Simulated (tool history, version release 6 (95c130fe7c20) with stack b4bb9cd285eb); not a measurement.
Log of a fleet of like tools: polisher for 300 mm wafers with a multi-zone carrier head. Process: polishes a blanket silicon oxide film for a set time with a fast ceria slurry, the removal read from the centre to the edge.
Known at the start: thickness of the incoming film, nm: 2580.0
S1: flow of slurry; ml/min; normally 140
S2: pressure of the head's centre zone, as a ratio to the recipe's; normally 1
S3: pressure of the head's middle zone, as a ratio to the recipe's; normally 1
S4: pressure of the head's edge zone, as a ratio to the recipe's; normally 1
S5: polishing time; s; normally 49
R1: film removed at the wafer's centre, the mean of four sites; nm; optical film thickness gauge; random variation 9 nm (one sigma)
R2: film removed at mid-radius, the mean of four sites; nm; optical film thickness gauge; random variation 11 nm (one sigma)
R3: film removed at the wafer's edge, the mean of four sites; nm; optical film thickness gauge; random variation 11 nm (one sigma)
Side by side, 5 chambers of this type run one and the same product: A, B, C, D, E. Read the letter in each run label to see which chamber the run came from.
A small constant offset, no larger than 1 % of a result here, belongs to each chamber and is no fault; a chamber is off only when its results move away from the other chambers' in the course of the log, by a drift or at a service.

run   hour   S1  S2    S3  S4  S5      R1      R2      R3
 1E    3.9  140   1     1   1  49  898.35  919.99  917.99
 2B    9.3  140   1     1   1  49  921.67  923.18  910.64
      10.1  -- chamber C: worn pad replaced by a new one
 3D   11.9  140   1     1   1  49  925.75  916.53   906.1
 4A   16.2  140   1     1   1  49  904.25  917.68  935.33
 5C   19.2  140   1     1   1  49   891.6  923.04  896.42
      22.4  -- chamber E: worn pad replaced by a new one
 6C   22.9  140   1     1   1  49  913.19  914.01  909.44
      24.7  -- chamber E: slurry nozzle cleaned
 7E   28.2  140   1     1   1  49  903.49  906.42  888.14
 8B     33  140   1     1   1  49  898.64  913.55  908.98
 9D   36.8  140   1     1   1  49  910.76  902.52  914.68
      38.9  -- chamber A: worn pad replaced by a new one
10A   39.3  140   1     1   1  49  906.92  919.55   911.8
11E   44.1  140   1     1   1  49   913.6  896.65  903.56
12C   48.6  140   1     1   1  59  1101.9  1120.5  1097.5
        49  -- chamber E: centre zone pressure recalibrated
13B   52.8  140   1     1   1  59  1087.2  1105.6  1107.6
14D   57.6  140   1     1   1  59    1125  1092.3  1108.1
15A   61.2  140   1     1   1  59  1061.7  1101.2  1108.2
16E   64.7  140   1     1   1  59    1092  1113.6  1116.5
17B   70.3  140   1     1   1  49  905.03  901.15  929.77
18D   75.2  140   1     1   1  49  905.38  908.35  913.86
      77.8  -- chamber C: worn pad replaced by a new one
19C   80.4  125   1  0.91   1  49  891.58   835.5  913.95
      81.2  -- chamber E: worn pad replaced by a new one
      83.7  -- chamber D: worn pad replaced by a new one
20A   83.7  125   1  0.91   1  49  885.71   815.5  911.47
21C   87.3  125   1  0.91   1  49  897.17  807.82   903.4
      89.5  -- chamber B: worn pad replaced by a new one
22A     91  125   1  0.91   1  49  881.95  814.44  914.65
23B   96.3  125   1  0.91   1  49  880.98  828.82  898.95
24D   98.9  140   1     1   1  49  926.92  916.87  911.29
25E    102  140   1     1   1  49  898.78  927.51  905.88
     106.8  -- chamber A: worn pad replaced by a new one
26D  106.9  140   1     1   1  49  917.16  911.71  927.45
27C  112.3  140   1     1   1  49  929.63  912.21  906.51
28B  115.2  140   1  1.09   1  49  904.91  1001.1  920.42
29A  118.1  140   1  1.09   1  49  901.41  1007.4  908.92
30E  123.3  140   1  1.09   1  49  911.82  985.86   901.6
31A  126.9  140   1  1.09   1  49  904.77  980.16  921.83
32C  130.1  140   1  1.09   1  49  902.61  973.45  917.31
33E    135  140   1     1   1  49  909.09  919.71   895.1
     135.1  -- chamber C: edge zone pressure recalibrated
     137.1  -- chamber A: centre zone pressure recalibrated
     137.8  -- chamber E: worn pad replaced by a new one
34D  138.9  140   1     1   1  44  820.57   830.8  826.85
35B  144.2  140   1     1   1  44  823.18  815.71  834.63
36B    147  140   1     1   1  44  812.78  810.55  822.58
37E  150.5  140   1     1   1  44  824.51  792.75  806.35
     151.3  -- chamber C: worn pad replaced by a new one
38A  154.7  140   1     1   1  44  823.09  810.08  830.29
39D  157.9  140   1     1   1  49  905.19  903.29  939.06
40C  161.7  140   1     1   1  49  903.59  933.78  906.28
41B  166.6  140   1     1   1  49  916.98  899.67  907.54
42D  170.4  140   1  0.92   1  43  792.42  747.41  800.35
43C    175  140   1  0.92   1  43  796.81  746.63   814.1
44E  178.4  140   1  0.92   1  43  800.21  741.57  808.02

Decide between three cases: one chamber stands off from its peers, the gauge reading all wafers drifts, or nothing is wrong past each chamber's small offset. Where a chamber is off, say which and what most likely put it there.

The fleet is healthy, with each chamber sitting at its usual small offset and no drift in the gauge.
